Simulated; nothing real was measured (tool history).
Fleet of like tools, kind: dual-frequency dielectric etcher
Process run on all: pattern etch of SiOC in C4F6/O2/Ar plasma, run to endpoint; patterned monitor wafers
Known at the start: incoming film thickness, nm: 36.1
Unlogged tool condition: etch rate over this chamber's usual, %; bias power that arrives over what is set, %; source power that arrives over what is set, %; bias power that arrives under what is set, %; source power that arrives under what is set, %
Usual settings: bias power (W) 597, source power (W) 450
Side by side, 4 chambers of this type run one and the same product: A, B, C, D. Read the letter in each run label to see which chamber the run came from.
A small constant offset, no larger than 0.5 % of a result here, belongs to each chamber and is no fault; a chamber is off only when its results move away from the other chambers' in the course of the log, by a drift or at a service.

run	hour	bias power (W)	source power (W)	hours since the last wet clean	hours since the last bias power generator calibration	hours since the last source power generator calibration	endpoint time (s)
1B	13.2	597	450	200.1	471.5	3300.2	10.948
2D	25.3	597	450	152.6	3530.1	2102.0	10.962
3A	34.5	597	450	282.6	617.0	707.1	10.901
4C	43.5	597	450	185.2	1325.5	1885.2	10.879
5B	50.0	597	450	236.9	508.3	3337.0	10.906
6C	61.6	597	450	203.3	1343.6	1903.3	10.806
7D	73.2	597	450	200.5	3578.0	2149.9	10.919
8A	84.1	597	450	332.2	666.6	756.7	10.945
9A	94.4	597	510	342.5	676.9	767.0	10.426
10C	105.7	597	510	247.4	1387.7	1947.4	10.444
11B	113.5	597	510	300.4	571.8	3400.5	10.440
12D	121.2	597	510	248.5	3626.0	2197.9	10.462
13A	130.2	597	450	378.3	712.7	802.8	10.981
14D	143.0	597	450	270.3	3647.8	2219.7	10.949
15C	154.8	597	450	296.5	1436.8	1996.5	10.911
16B	161.9	597	370	348.8	620.2	3448.9	11.599
17C	168.9	597	370	310.6	1450.9	2010.6	11.673
18D	176.7	597	370	304.0	3681.5	2253.4	11.655
19B	188.1	597	370	375.0	646.4	3475.1	11.412
20A	199.7	597	500	447.8	782.2	872.3	10.510
21B	207.0	597	500	393.9	665.3	3494.0	10.128
22C	218.3	597	500	360.0	1500.3	2060.0	10.584
23A	230.1	597	500	478.2	812.6	902.7	10.501
24D	239.7	597	450	367.0	3744.5	2316.4	10.868
25D	246.7	597	450	374.0	3751.5	2323.4	11.070
26B	256.0	597	450	442.9	714.3	3543.0	10.399
27A	265.2	597	450	513.3	847.7	937.8	10.934

Predict what each chamber gives when all 4 of them run the settings below next.
28A	274.9	597	450				?
28B	274.9	597	450				?
28C	274.9	597	450				?
28D	274.9	597	450				?

run	endpoint time (s)
28A	10.955
28B	10.398
28C	10.999
28D	10.979
